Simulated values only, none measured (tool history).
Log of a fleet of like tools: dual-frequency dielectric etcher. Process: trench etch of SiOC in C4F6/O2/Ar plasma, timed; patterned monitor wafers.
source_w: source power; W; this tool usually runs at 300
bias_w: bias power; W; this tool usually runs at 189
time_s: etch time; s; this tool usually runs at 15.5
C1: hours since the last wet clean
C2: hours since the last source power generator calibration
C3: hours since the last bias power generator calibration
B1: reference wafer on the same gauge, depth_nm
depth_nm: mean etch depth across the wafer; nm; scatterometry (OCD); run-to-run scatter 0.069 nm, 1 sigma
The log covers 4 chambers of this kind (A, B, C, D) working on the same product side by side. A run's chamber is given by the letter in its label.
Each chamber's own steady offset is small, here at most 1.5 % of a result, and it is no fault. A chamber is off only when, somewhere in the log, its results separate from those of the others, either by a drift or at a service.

{"run": "1A", "day": 0.254, "source_w": 300, "bias_w": 189, "time_s": 15.5, "C1": 23.6, "C2": 2919.9, "C3": 1572.3, "B1": 31.892, "depth_nm": 29.329}
{"day": 0.421, "done": "chamber A: source power generator calibrated"}
{"run": "2C", "day": 0.625, "source_w": 300, "bias_w": 189, "time_s": 15.5, "C1": 417.3, "C2": 803.1, "C3": 1632.2, "B1": 31.899, "depth_nm": 29.056}
{"run": "3B", "day": 0.996, "source_w": 300, "bias_w": 189, "time_s": 15.5, "C1": 210.1, "C2": 774.8, "C3": 1482.7, "B1": 31.885, "depth_nm": 29.648}
{"day": 1.138, "done": "chamber D: wet clean of the chamber"}
{"day": 1.388, "done": "chamber A: bias power generator calibrated"}
{"run": "4D", "day": 1.396, "source_w": 300, "bias_w": 189, "time_s": 15.5, "C1": 6.2, "C2": 1139.6, "C3": 1744.3, "B1": 31.895, "depth_nm": 28.899}
{"run": "5D", "day": 1.846, "source_w": 300, "bias_w": 189, "time_s": 15.5, "C1": 17, "C2": 1150.4, "C3": 1755.1, "B1": 31.891, "depth_nm": 28.887}
{"run": "6B", "day": 2.212, "source_w": 350, "bias_w": 204, "time_s": 15.5, "C1": 239.3, "C2": 804, "C3": 1511.9, "B1": 31.888, "depth_nm": 32.054}
{"run": "7A", "day": 2.438, "source_w": 350, "bias_w": 204, "time_s": 15.5, "C1": 76, "C2": 48.4, "C3": 25.3, "B1": 31.885, "depth_nm": 31.839}
{"run": "8C", "day": 2.842, "source_w": 350, "bias_w": 204, "time_s": 15.5, "C1": 470.5, "C2": 856.3, "C3": 1685.4, "B1": 31.902, "depth_nm": 31.566}
{"run": "9C", "day": 3.308, "source_w": 350, "bias_w": 204, "time_s": 15.5, "C1": 481.7, "C2": 867.5, "C3": 1696.6, "B1": 31.89, "depth_nm": 31.52}
{"run": "10D", "day": 3.579, "source_w": 300, "bias_w": 189, "time_s": 15.5, "C1": 58.6, "C2": 1192, "C3": 1796.7, "B1": 31.893, "depth_nm": 29.082}
{"run": "11B", "day": 3.946, "source_w": 300, "bias_w": 189, "time_s": 15.5, "C1": 280.9, "C2": 845.6, "C3": 1553.5, "B1": 31.909, "depth_nm": 29.625}
{"run": "12A", "day": 4.288, "source_w": 300, "bias_w": 189, "time_s": 15.5, "C1": 120.4, "C2": 92.8, "C3": 69.7, "B1": 31.904, "depth_nm": 29.308}
{"run": "13D", "day": 4.529, "source_w": 300, "bias_w": 189, "time_s": 15.5, "C1": 81.4, "C2": 1214.8, "C3": 1819.5, "B1": 31.902, "depth_nm": 29.05}
{"run": "14B", "day": 4.942, "source_w": 300, "bias_w": 189, "time_s": 15.5, "C1": 304.8, "C2": 869.5, "C3": 1577.4, "B1": 31.899, "depth_nm": 29.584}
{"run": "15C", "day": 5.167, "source_w": 300, "bias_w": 189, "time_s": 15.5, "C1": 526.3, "C2": 912.1, "C3": 1741.2, "B1": 31.874, "depth_nm": 29.024}
{"run": "16A", "day": 5.658, "source_w": 300, "bias_w": 189, "time_s": 15.5, "C1": 153.3, "C2": 125.7, "C3": 102.6, "B1": 31.91, "depth_nm": 29.341}
{"day": 5.708, "done": "chamber C: wet clean of the chamber"}
{"run": "17A", "day": 5.904, "source_w": 300, "bias_w": 189, "time_s": 15.5, "C1": 159.2, "C2": 131.6, "C3": 108.5, "B1": 31.892, "depth_nm": 29.215}
{"run": "18B", "day": 6.133, "source_w": 300, "bias_w": 189, "time_s": 15.5, "C1": 333.4, "C2": 898.1, "C3": 1606, "B1": 31.904, "depth_nm": 29.524}
{"run": "19C", "day": 6.567, "source_w": 300, "bias_w": 189, "time_s": 15.5, "C1": 20.6, "C2": 945.7, "C3": 1774.8, "B1": 31.897, "depth_nm": 28.439}
{"run": "20D", "day": 6.829, "source_w": 300, "bias_w": 189, "time_s": 15.5, "C1": 136.6, "C2": 1270, "C3": 1874.7, "B1": 31.9, "depth_nm": 28.76}
{"run": "21C", "day": 7.121, "source_w": 300, "bias_w": 189, "time_s": 15.5, "C1": 33.9, "C2": 959, "C3": 1788.1, "B1": 31.897, "depth_nm": 28.351}
{"run": "22A", "day": 7.45, "source_w": 300, "bias_w": 189, "time_s": 15.5, "C1": 196.3, "C2": 168.7, "C3": 145.6, "B1": 31.893, "depth_nm": 29.262}
{"run": "23B", "day": 7.733, "source_w": 300, "bias_w": 189, "time_s": 15.5, "C1": 371.8, "C2": 936.5, "C3": 1644.4, "B1": 31.907, "depth_nm": 29.525}
{"run": "24D", "day": 8.075, "source_w": 300, "bias_w": 189, "time_s": 15.5, "C1": 166.5, "C2": 1299.9, "C3": 1904.6, "B1": 31.881, "depth_nm": 28.966}
{"run": "25D", "day": 8.438, "source_w": 300, "bias_w": 189, "time_s": 15.5, "C1": 175.2, "C2": 1308.6, "C3": 1913.3, "B1": 31.922, "depth_nm": 28.79}
{"run": "26B", "day": 8.838, "source_w": 300, "bias_w": 189, "time_s": 15.5, "C1": 398.3, "C2": 963, "C3": 1670.9, "B1": 31.886, "depth_nm": 29.495}
{"run": "27C", "day": 9.204, "source_w": 300, "bias_w": 189, "time_s": 15.5, "C1": 83.9, "C2": 1009, "C3": 1838.1, "B1": 31.909, "depth_nm": 28.459}
{"run": "28A", "day": 9.562, "source_w": 300, "bias_w": 189, "time_s": 15.5, "C1": 247, "C2": 219.4, "C3": 196.3, "B1": 31.901, "depth_nm": 29.012}
{"run": "29B", "day": 9.979, "source_w": 300, "bias_w": 170, "time_s": 20, "C1": 425.7, "C2": 990.4, "C3": 1698.3, "B1": 31.907, "depth_nm": 36.909}
{"run": "30D", "day": 10.392, "source_w": 300, "bias_w": 170, "time_s": 20, "C1": 222.1, "C2": 1355.5, "C3": 1960.2, "B1": 31.887, "depth_nm": 36.107}
{"run": "31A", "day": 10.692, "source_w": 300, "bias_w": 170, "time_s": 20, "C1": 274.1, "C2": 246.5, "C3": 223.4, "B1": 31.901, "depth_nm": 36.435}
{"run": "32C", "day": 11.071, "source_w": 300, "bias_w": 170, "time_s": 20, "C1": 128.7, "C2": 1053.8, "C3": 1882.9, "B1": 31.907, "depth_nm": 35.641}
{"run": "33C", "day": 11.429, "source_w": 240, "bias_w": 189, "time_s": 15.5, "C1": 137.3, "C2": 1062.4, "C3": 1891.5, "B1": 31.912, "depth_nm": 26.235}
{"run": "34D", "day": 11.892, "source_w": 240, "bias_w": 189, "time_s": 15.5, "C1": 258.1, "C2": 1391.5, "C3": 1996.2, "B1": 31.909, "depth_nm": 26.501}
{"run": "35A", "day": 12.162, "source_w": 240, "bias_w": 189, "time_s": 15.5, "C1": 309.4, "C2": 281.8, "C3": 258.7, "B1": 31.895, "depth_nm": 26.713}
{"run": "36B", "day": 12.396, "source_w": 240, "bias_w": 189, "time_s": 15.5, "C1": 483.7, "C2": 1048.4, "C3": 1756.3, "B1": 31.897, "depth_nm": 27.219}
{"run": "37C", "day": 12.667, "source_w": 300, "bias_w": 189, "time_s": 15.5, "C1": 167, "C2": 1092.1, "C3": 1921.2, "B1": 31.898, "depth_nm": 28.448}
{"run": "38D", "day": 13.162, "source_w": 300, "bias_w": 189, "time_s": 15.5, "C1": 288.6, "C2": 1422, "C3": 2026.7, "B1": 31.893, "depth_nm": 28.874}

For the next run the whole fleet of 4 chambers uses the same settings. Give each chamber's results:
{"run": "39A", "day": 13.533, "source_w": 300, "bias_w": 189, "time_s": 20, "depth_nm": "?"}
{"run": "39B", "day": 13.533, "source_w": 300, "bias_w": 189, "time_s": 20, "depth_nm": "?"}
{"run": "39C", "day": 13.533, "source_w": 300, "bias_w": 189, "time_s": 20, "depth_nm": "?"}
{"run": "39D", "day": 13.533, "source_w": 300, "bias_w": 189, "time_s": 20, "depth_nm": "?"}

run=39A depth_nm=37.698
run=39B depth_nm=38.183
run=39C depth_nm=36.775
run=39D depth_nm=37.191

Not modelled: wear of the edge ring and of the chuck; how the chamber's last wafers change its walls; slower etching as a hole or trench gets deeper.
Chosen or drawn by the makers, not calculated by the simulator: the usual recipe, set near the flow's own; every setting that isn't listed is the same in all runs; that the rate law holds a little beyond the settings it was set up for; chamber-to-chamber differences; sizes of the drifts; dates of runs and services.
